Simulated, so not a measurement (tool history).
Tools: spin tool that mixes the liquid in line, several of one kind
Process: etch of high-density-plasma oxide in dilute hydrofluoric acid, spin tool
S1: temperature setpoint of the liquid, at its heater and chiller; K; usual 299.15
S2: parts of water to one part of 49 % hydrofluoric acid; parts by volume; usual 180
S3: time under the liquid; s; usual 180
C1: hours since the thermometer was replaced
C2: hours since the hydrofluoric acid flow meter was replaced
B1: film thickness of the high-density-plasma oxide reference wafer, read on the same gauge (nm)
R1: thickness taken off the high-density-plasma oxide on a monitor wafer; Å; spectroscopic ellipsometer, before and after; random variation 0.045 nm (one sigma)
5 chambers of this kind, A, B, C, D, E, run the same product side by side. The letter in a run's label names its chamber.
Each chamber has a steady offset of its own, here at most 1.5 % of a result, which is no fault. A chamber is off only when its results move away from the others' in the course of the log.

run   hour      S1   S2   S3      C1      C2      B1      R1
 1C   11.0  299.15  180  180  1635.5  1531.7  120.00  59.871
 2D   17.9  299.15  180  180   288.0   818.4  119.98  58.533
 3E   29.7  299.15  180  180  1039.7  2157.6  120.04  58.353
 4B   37.1  299.15  180  180   731.8   942.7  120.03  59.262
      46.3  -- chamber E: thermometer replaced
 5A   49.0  299.15  180  180  1504.7  1228.7  119.98  58.322
 6C   57.5  299.15  180  180  1682.0  1578.2  120.01  59.361
 7E   68.9  299.15  180  180    22.6  2196.8  119.96  58.825
      78.1  -- chamber E: hydrofluoric acid flow meter replaced
 8B   81.8  299.15  180  180   776.5   987.4  120.02  58.649
 9D   93.8  299.15  180  180   363.9   894.3  120.01  59.119
10A  106.2  299.15  180  180  1561.9  1285.9  119.99  58.623
11B  113.3  299.15  180  100   808.0  1018.9  120.00  32.712
12E  126.4  299.15  180  100    80.1    48.3  120.01  32.864
13C  137.4  299.15  180  100  1761.9  1658.1  120.00  32.886
14D  143.2  299.15  180  100   413.3   943.7  120.02  32.154
15A  156.0  299.15  180  100  1611.7  1335.7  120.04  32.167
16C  166.5  299.15  180  180  1791.0  1687.2  119.96  58.654
17A  173.6  299.15  180  180  1629.3  1353.3  120.03  59.175
18D  181.0  299.15  180  180   451.1   981.5  119.99  57.465
19E  189.2  299.15  180  180   142.9   111.1  119.96  59.791
20B  197.2  295.65  180  115   891.9  1102.8  119.97  33.611
21C  208.2  295.65  180  115  1832.7  1728.9  120.00  33.123
22B  216.3  295.65  180  115   911.0  1121.9  119.97  33.242
23E  228.8  295.65  180  115   182.5   150.7  119.99  33.511
24D  238.6  295.65  180  115   508.7  1039.1  119.97  31.347
25A  245.8  299.15  180  180  1701.5  1425.5  119.97  58.463
26C  252.3  299.15  180  220  1876.8  1773.0  119.98  72.448
27E  259.8  299.15  180  220   213.5   181.7  120.00  73.690
28D  267.3  299.15  180  220   537.4  1067.8  119.98  68.323
29B  276.5  299.15  180  220   971.2  1182.1  120.02  72.263
     281.9  -- chamber A: hydrofluoric acid flow meter replaced
30A  282.6  299.15  180  220  1738.3     0.8  120.05  72.079
31B  291.4  299.15  180  180   986.1  1197.0  120.02  59.425
32D  298.2  299.15  180  180   568.3  1098.7  119.99  55.985
33C  304.6  299.15  180  180  1929.1  1825.3  119.99  58.593
34A  313.8  299.15  180  180  1769.5    32.0  120.01  57.834
35E  320.8  299.15  180  180   274.5   242.7  119.97  60.422
36D  326.8  299.15  180  180   596.9  1127.3  120.03  54.609
37C  333.0  299.15  180  180  1957.5  1853.7  119.99  58.490
38E  343.8  299.15  180  180   297.5   265.7  120.02  58.841
39B  353.6  299.15  180  235  1048.3  1259.2  119.98  77.177
40A  361.8  299.15  180  235  1817.5    80.0  119.98  77.253
41A  367.6  299.15  180  235  1823.3    85.8  119.99  76.112

What goes on in this fleet: one chamber off, a drifting gauge, or nothing beyond the chambers' own small offsets? Name the chamber and the cause, if any.

Chamber D drifts away from the others.
Cause: hydrofluoric acid flow below the setpoint (%) = 7.54.
The log may not tell that from: liquid colder than its thermometer reads (K).

Here are 4 candidates for chamber D's next run, each the usual settings with a change, their results left as question marks. Which one brings its results back in line with what the others give on the usual settings?
In line means no further than this from the other chambers' mean on the usual settings: R1 1.500 Å
42D-1  377.1  299.15  180  165               ?
42D-2  377.1  299.15  190  165               ?
42D-3  377.1  299.15  175  190               ?
42D-4  377.1  299.15  170  195               ?

The other chambers' mean on the usual settings: R1 59.063 Å
  run      R1
42D-1  49.330
42D-2  46.200
42D-3  58.765
42D-4  62.446
42D-3 brings the chamber back in line.

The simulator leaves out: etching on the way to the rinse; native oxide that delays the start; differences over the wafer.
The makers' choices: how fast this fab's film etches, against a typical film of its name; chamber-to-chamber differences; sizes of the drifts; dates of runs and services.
